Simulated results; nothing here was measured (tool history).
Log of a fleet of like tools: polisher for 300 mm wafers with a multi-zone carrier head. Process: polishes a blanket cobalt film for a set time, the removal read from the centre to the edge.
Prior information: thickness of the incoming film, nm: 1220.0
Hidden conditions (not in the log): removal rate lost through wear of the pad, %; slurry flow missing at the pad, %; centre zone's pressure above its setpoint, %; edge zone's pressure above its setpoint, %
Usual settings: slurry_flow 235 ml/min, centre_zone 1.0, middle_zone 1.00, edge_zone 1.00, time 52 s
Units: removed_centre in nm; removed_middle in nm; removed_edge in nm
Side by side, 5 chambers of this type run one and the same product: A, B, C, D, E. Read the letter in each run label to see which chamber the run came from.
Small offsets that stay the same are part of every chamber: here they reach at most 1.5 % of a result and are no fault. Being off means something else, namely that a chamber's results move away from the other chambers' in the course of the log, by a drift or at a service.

| run | day | slurry_flow | centre_zone | middle_zone | edge_zone | time | wafers polished on this pad | hours since the slurry nozzle was cleaned | hours since the centre zone pressure was calibrated | hours since the edge zone pressure was calibrated | removed_centre | removed_middle | removed_edge |
|---|---|---|---|---|---|---|---|---|---|---|---|---|---|
|  | 0.171 | chamber E: slurry nozzle cleaned |
|  | 0.221 | chamber E: worn pad replaced by a new one |
| 1C | 0.271 | 235 | 1.0 | 1.00 | 1.00 | 52 | 91 | 416.0 | 708.5 | 656.4 | 196.70 | 195.22 | 192.98 |
| 2E | 0.475 | 235 | 1.0 | 1.00 | 1.00 | 52 | 45 | 7.4 | 557.1 | 776.1 | 191.66 | 196.07 | 199.50 |
| 3B | 0.604 | 235 | 1.0 | 1.00 | 1.00 | 52 | 570 | 103.4 | 719.7 | 100.6 | 196.80 | 198.30 | 196.79 |
| 4D | 0.875 | 235 | 1.0 | 1.00 | 1.00 | 52 | 216 | 27.7 | 577.0 | 261.2 | 197.29 | 196.03 | 195.62 |
| 5A | 1.017 | 235 | 1.0 | 1.00 | 1.00 | 52 | 1513 | 430.9 | 233.4 | 747.7 | 195.78 | 197.08 | 196.64 |
| 6A | 1.179 | 235 | 1.0 | 1.00 | 1.00 | 52 | 1542 | 434.8 | 237.3 | 751.6 | 197.44 | 198.37 | 200.42 |
| 7C | 1.421 | 235 | 1.0 | 1.00 | 1.00 | 52 | 296 | 443.6 | 736.1 | 684.0 | 197.39 | 194.77 | 197.90 |
|  | 1.608 | chamber A: worn pad replaced by a new one |
| 8B | 1.617 | 235 | 1.0 | 1.00 | 1.00 | 52 | 750 | 127.7 | 744.0 | 124.9 | 197.10 | 199.30 | 194.40 |
|  | 1.742 | chamber D: centre zone pressure recalibrated |
| 9D | 1.804 | 235 | 1.0 | 1.00 | 1.00 | 52 | 381 | 50.0 | 1.6 | 283.5 | 194.90 | 196.16 | 194.31 |
| 10E | 2.083 | 235 | 1.0 | 1.00 | 1.06 | 52 | 332 | 46.0 | 595.7 | 814.7 | 198.79 | 195.99 | 202.64 |
| 11B | 2.288 | 235 | 1.0 | 1.00 | 1.06 | 52 | 869 | 143.8 | 760.1 | 141.0 | 199.14 | 198.62 | 206.13 |
| 12E | 2.562 | 235 | 1.0 | 1.00 | 1.06 | 52 | 417 | 57.5 | 607.2 | 826.2 | 200.13 | 198.88 | 200.36 |
|  | 2.842 | chamber B: centre zone pressure recalibrated |
| 13C | 2.850 | 235 | 1.0 | 1.00 | 1.06 | 52 | 550 | 477.9 | 770.4 | 718.3 | 198.86 | 193.31 | 199.69 |
| 14D | 3.071 | 235 | 1.0 | 1.00 | 1.06 | 52 | 607 | 80.4 | 32.0 | 313.9 | 197.64 | 196.72 | 202.41 |
| 15A | 3.271 | 235 | 1.0 | 1.00 | 1.00 | 52 | 296 | 485.0 | 287.5 | 801.8 | 198.94 | 197.16 | 196.79 |
|  | 3.329 | chamber C: worn pad replaced by a new one |
| 16C | 3.542 | 235 | 1.0 | 1.00 | 1.00 | 52 | 38 | 494.5 | 787.0 | 734.9 | 196.50 | 194.83 | 196.09 |
| 17B | 3.692 | 235 | 1.0 | 1.00 | 1.00 | 52 | 1120 | 177.5 | 20.5 | 174.7 | 190.40 | 192.91 | 191.99 |
|  | 3.954 | chamber E: centre zone pressure recalibrated |
| 18D | 3.954 | 235 | 1.0 | 1.00 | 1.00 | 52 | 764 | 101.6 | 53.2 | 335.1 | 194.25 | 199.54 | 197.68 |
| 19A | 4.158 | 235 | 1.0 | 1.12 | 1.05 | 52 | 454 | 506.3 | 308.8 | 823.1 | 194.11 | 218.01 | 201.78 |
| 20E | 4.446 | 235 | 1.0 | 1.12 | 1.05 | 52 | 752 | 102.7 | 11.8 | 871.4 | 197.50 | 222.62 | 203.06 |
|  | 4.504 | chamber C: slurry nozzle cleaned |
| 21D | 4.625 | 235 | 1.0 | 1.12 | 1.05 | 52 | 884 | 117.7 | 69.3 | 351.2 | 195.12 | 219.98 | 195.72 |
|  | 4.771 | chamber D: worn pad replaced by a new one |
| 22A | 4.821 | 235 | 1.0 | 1.12 | 1.05 | 52 | 572 | 522.2 | 324.7 | 839.0 | 193.00 | 219.35 | 206.05 |
| 23E | 5.050 | 235 | 1.0 | 1.12 | 1.05 | 52 | 860 | 117.2 | 26.3 | 885.9 | 197.97 | 221.75 | 202.08 |
| 24B | 5.342 | 235 | 1.0 | 1.00 | 1.00 | 52 | 1413 | 217.1 | 60.1 | 214.3 | 185.33 | 191.37 | 187.77 |
| 25C | 5.542 | 235 | 1.0 | 1.00 | 1.00 | 52 | 394 | 24.9 | 835.0 | 782.9 | 197.38 | 196.10 | 195.45 |
| 26B | 5.779 | 235 | 1.0 | 1.00 | 1.00 | 52 | 1491 | 227.6 | 70.6 | 224.8 | 190.03 | 189.67 | 187.10 |
|  | 5.829 | chamber E: edge zone pressure recalibrated |
| 27D | 6.012 | 235 | 1.0 | 1.00 | 1.00 | 52 | 221 | 151.0 | 102.6 | 384.5 | 192.58 | 196.51 | 195.88 |
|  | 6.079 | chamber E: worn pad replaced by a new one |
| 28C | 6.217 | 235 | 0.9 | 1.00 | 1.00 | 52 | 514 | 41.1 | 851.2 | 799.1 | 180.58 | 197.22 | 195.02 |
| 29E | 6.371 | 235 | 0.9 | 1.00 | 1.00 | 52 | 52 | 148.9 | 58.0 | 13.1 | 176.02 | 197.53 | 198.95 |
| 30A | 6.612 | 235 | 0.9 | 1.00 | 1.00 | 52 | 891 | 565.2 | 367.7 | 882.0 | 177.00 | 202.11 | 197.64 |
| 31E | 6.867 | 235 | 0.9 | 1.00 | 1.00 | 52 | 140 | 160.8 | 69.9 | 25.0 | 173.92 | 199.62 | 199.17 |
|  | 6.879 | chamber C: worn pad replaced by a new one |
| 32D | 7.017 | 235 | 0.9 | 1.00 | 1.00 | 52 | 400 | 175.1 | 126.7 | 408.6 | 172.41 | 193.24 | 190.08 |
| 33C | 7.183 | 235 | 1.0 | 1.00 | 1.00 | 52 | 54 | 64.3 | 874.4 | 822.3 | 200.35 | 197.99 | 198.34 |
| 34A | 7.425 | 235 | 1.0 | 1.00 | 1.00 | 52 | 1036 | 584.7 | 387.2 | 901.5 | 196.93 | 197.19 | 198.00 |
| 35B | 7.625 | 235 | 1.1 | 1.00 | 1.00 | 52 | 1820 | 271.9 | 114.9 | 269.1 | 201.32 | 184.07 | 180.03 |
| 36C | 7.771 | 235 | 1.1 | 1.00 | 1.00 | 52 | 159 | 78.4 | 888.5 | 836.4 | 221.55 | 193.83 | 195.23 |
| 37E | 7.971 | 235 | 1.1 | 1.00 | 1.00 | 52 | 337 | 187.3 | 96.4 | 51.5 | 217.98 | 198.49 | 198.17 |
| 38B | 8.208 | 235 | 1.1 | 1.00 | 1.00 | 52 | 1924 | 285.9 | 128.9 | 283.1 | 202.80 | 180.49 | 182.85 |
| 39A | 8.412 | 235 | 1.1 | 1.00 | 1.00 | 52 | 1211 | 608.4 | 410.9 | 925.2 | 217.12 | 195.37 | 194.43 |
| 40D | 8.704 | 235 | 1.0 | 1.00 | 1.00 | 52 | 700 | 215.6 | 167.2 | 449.1 | 192.63 | 197.28 | 197.17 |
| 41C | 8.838 | 235 | 1.0 | 1.00 | 1.00 | 52 | 349 | 104.0 | 914.1 | 862.0 | 203.11 | 198.14 | 199.15 |
| 42E | 9.129 | 235 | 1.0 | 1.00 | 1.00 | 52 | 543 | 215.1 | 124.2 | 79.3 | 198.47 | 196.82 | 193.47 |

Next, every chamber runs the same settings. What will each give?
| 43A | 9.338 | 235 | 1.0 | 1.00 | 1.00 | 68 |  |  |  |  | ? | ? | ? |
| 43B | 9.338 | 235 | 1.0 | 1.00 | 1.00 | 68 |  |  |  |  | ? | ? | ? |
| 43C | 9.338 | 235 | 1.0 | 1.00 | 1.00 | 68 |  |  |  |  | ? | ? | ? |
| 43D | 9.338 | 235 | 1.0 | 1.00 | 1.00 | 68 |  |  |  |  | ? | ? | ? |
| 43E | 9.338 | 235 | 1.0 | 1.00 | 1.00 | 68 |  |  |  |  | ? | ? | ? |

| run | removed_centre | removed_middle | removed_edge |
|---|---|---|---|
| 43A | 259.77 | 256.94 | 260.75 |
| 43B | 232.46 | 234.00 | 233.09 |
| 43C | 256.48 | 260.32 | 250.36 |
| 43D | 263.36 | 255.27 | 252.78 |
| 43E | 261.17 | 260.00 | 257.46 |

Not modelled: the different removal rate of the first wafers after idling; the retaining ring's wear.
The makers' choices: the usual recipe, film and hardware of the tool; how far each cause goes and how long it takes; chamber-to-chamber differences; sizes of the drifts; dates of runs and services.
